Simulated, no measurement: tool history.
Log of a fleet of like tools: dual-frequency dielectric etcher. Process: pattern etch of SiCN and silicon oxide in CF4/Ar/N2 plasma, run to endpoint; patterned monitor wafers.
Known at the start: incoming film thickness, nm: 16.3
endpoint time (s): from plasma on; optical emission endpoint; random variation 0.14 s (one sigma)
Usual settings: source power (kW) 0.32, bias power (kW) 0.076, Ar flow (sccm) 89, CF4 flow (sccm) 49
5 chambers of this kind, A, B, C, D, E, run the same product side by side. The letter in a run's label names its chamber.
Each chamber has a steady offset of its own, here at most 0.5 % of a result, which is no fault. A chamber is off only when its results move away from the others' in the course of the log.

| run | hour | source power (kW) | bias power (kW) | Ar flow (sccm) | CF4 flow (sccm) | hours since the last wet clean | hours since the last source power generator calibration | hours since the last bias power generator calibration | hours since the last Ar flow controller change | hours since the last CF4 flow controller change | endpoint time (s) |
|---|---|---|---|---|---|---|---|---|---|---|---|
| 1D | 3.9 | 0.32 | 0.076 | 89 | 49 | 110.3 | 2030.9 | 2432.8 | 2070.2 | 245.6 | 25.983 |
| 2E | 7.7 | 0.32 | 0.076 | 89 | 49 | 293.1 | 2266.7 | 1192.8 | 887.9 | 2540.3 | 25.63 |
| 3A | 13.3 | 0.32 | 0.076 | 89 | 49 | 451.9 | 4436 | 498.5 | 231.4 | 1474.8 | 25.681 |
| 4C | 18 | 0.32 | 0.076 | 89 | 49 | 51.7 | 493.7 | 2222.2 | 3318.7 | 2343.9 | 25.825 |
| 5B | 21.3 | 0.32 | 0.076 | 89 | 49 | 269.2 | 639.6 | 2141.6 | 3089.8 | 1114.9 | 26.151 |
| 6A | 24.9 | 0.32 | 0.076 | 89 | 49 | 463.5 | 4447.6 | 510.1 | 243 | 1486.4 | 25.833 |
|  | 28.6 | chamber A: source power generator calibrated |
| 7C | 29.7 | 0.32 | 0.076 | 89 | 49 | 63.4 | 505.4 | 2233.9 | 3330.4 | 2355.6 | 26.13 |
| 8B | 33.8 | 0.32 | 0.076 | 89 | 49 | 281.7 | 652.1 | 2154.1 | 3102.3 | 1127.4 | 25.945 |
| 9D | 36.7 | 0.32 | 0.076 | 89 | 49 | 143.1 | 2063.7 | 2465.6 | 2103 | 278.4 | 26.185 |
| 10E | 40.3 | 0.32 | 0.076 | 89 | 49 | 325.7 | 2299.3 | 1225.4 | 920.5 | 2572.9 | 25.887 |
| 11B | 45.5 | 0.32 | 0.076 | 89 | 49 | 293.4 | 663.8 | 2165.8 | 3114 | 1139.1 | 25.856 |
| 12C | 48.4 | 0.38 | 0.064 | 89 | 49 | 82.1 | 524.1 | 2252.6 | 3349.1 | 2374.3 | 23.791 |
| 13A | 53.4 | 0.38 | 0.064 | 89 | 49 | 492 | 24.8 | 538.6 | 271.5 | 1514.9 | 23.492 |
| 14E | 57.6 | 0.38 | 0.064 | 89 | 49 | 343 | 2316.6 | 1242.7 | 937.8 | 2590.2 | 23.584 |
| 15D | 60.4 | 0.38 | 0.064 | 89 | 49 | 166.8 | 2087.4 | 2489.3 | 2126.7 | 302.1 | 23.786 |
| 16B | 66 | 0.38 | 0.064 | 89 | 49 | 313.9 | 684.3 | 2186.3 | 3134.5 | 1159.6 | 23.772 |
|  | 68.9 | chamber A: wet clean of the chamber |
| 17E | 70.2 | 0.32 | 0.076 | 89 | 49 | 355.6 | 2329.2 | 1255.3 | 950.4 | 2602.8 | 25.687 |
| 18D | 74.3 | 0.32 | 0.076 | 89 | 49 | 180.7 | 2101.3 | 2503.2 | 2140.6 | 316 | 26.077 |
| 19A | 78.4 | 0.32 | 0.076 | 89 | 49 | 9.6 | 49.8 | 563.6 | 296.5 | 1539.9 | 26.99 |
| 20C | 82 | 0.32 | 0.076 | 89 | 49 | 115.7 | 557.7 | 2286.2 | 3382.7 | 2407.9 | 25.968 |
| 21C | 87.7 | 0.37 | 0.076 | 89 | 42 | 121.4 | 563.4 | 2291.9 | 3388.4 | 2413.6 | 23.398 |
| 22E | 92.6 | 0.37 | 0.076 | 89 | 42 | 378 | 2351.6 | 1277.7 | 972.8 | 2625.2 | 23.166 |
| 23B | 97.2 | 0.37 | 0.076 | 89 | 42 | 345.1 | 715.5 | 2217.5 | 3165.7 | 1190.8 | 23.644 |
| 24D | 102.2 | 0.37 | 0.076 | 89 | 42 | 208.6 | 2129.2 | 2531.1 | 2168.5 | 343.9 | 23.655 |
| 25A | 106.4 | 0.37 | 0.076 | 89 | 42 | 37.6 | 77.8 | 591.6 | 324.5 | 1567.9 | 24.351 |
| 26B | 110.3 | 0.32 | 0.076 | 89 | 49 | 358.2 | 728.6 | 2230.6 | 3178.8 | 1203.9 | 25.767 |
| 27D | 114.5 | 0.32 | 0.076 | 89 | 49 | 220.9 | 2141.5 | 2543.4 | 2180.8 | 356.2 | 26.162 |
| 28E | 119.9 | 0.32 | 0.076 | 89 | 49 | 405.3 | 2378.9 | 1305 | 1000.1 | 2652.5 | 25.611 |
| 29A | 125.1 | 0.32 | 0.076 | 89 | 59 | 56.3 | 96.5 | 610.3 | 343.2 | 1586.6 | 26.115 |
| 30C | 128.3 | 0.32 | 0.076 | 89 | 59 | 162 | 604 | 2332.5 | 3429 | 2454.2 | 25.202 |
| 31D | 132.5 | 0.32 | 0.076 | 89 | 59 | 238.9 | 2159.5 | 2561.4 | 2198.8 | 374.2 | 25.228 |
| 32C | 138 | 0.32 | 0.076 | 89 | 59 | 171.7 | 613.7 | 2342.2 | 3438.7 | 2463.9 | 25.27 |
| 33B | 140.7 | 0.32 | 0.076 | 89 | 59 | 388.6 | 759 | 2261 | 3209.2 | 1234.3 | 25.47 |

All 5 chambers run these settings next. Forecast each chamber's results:
| 34A | 144.8 | 0.32 | 0.076 | 75 | 49 |  |  |  |  |  | ? |
| 34B | 144.8 | 0.32 | 0.076 | 75 | 49 |  |  |  |  |  | ? |
| 34C | 144.8 | 0.32 | 0.076 | 75 | 49 |  |  |  |  |  | ? |
| 34D | 144.8 | 0.32 | 0.076 | 75 | 49 |  |  |  |  |  | ? |
| 34E | 144.8 | 0.32 | 0.076 | 75 | 49 |  |  |  |  |  | ? |

| run | endpoint time (s) |
|---|---|
| 34A | 26.268 |
| 34B | 25.268 |
| 34C | 25.217 |
| 34D | 25.373 |
| 34E | 25.142 |

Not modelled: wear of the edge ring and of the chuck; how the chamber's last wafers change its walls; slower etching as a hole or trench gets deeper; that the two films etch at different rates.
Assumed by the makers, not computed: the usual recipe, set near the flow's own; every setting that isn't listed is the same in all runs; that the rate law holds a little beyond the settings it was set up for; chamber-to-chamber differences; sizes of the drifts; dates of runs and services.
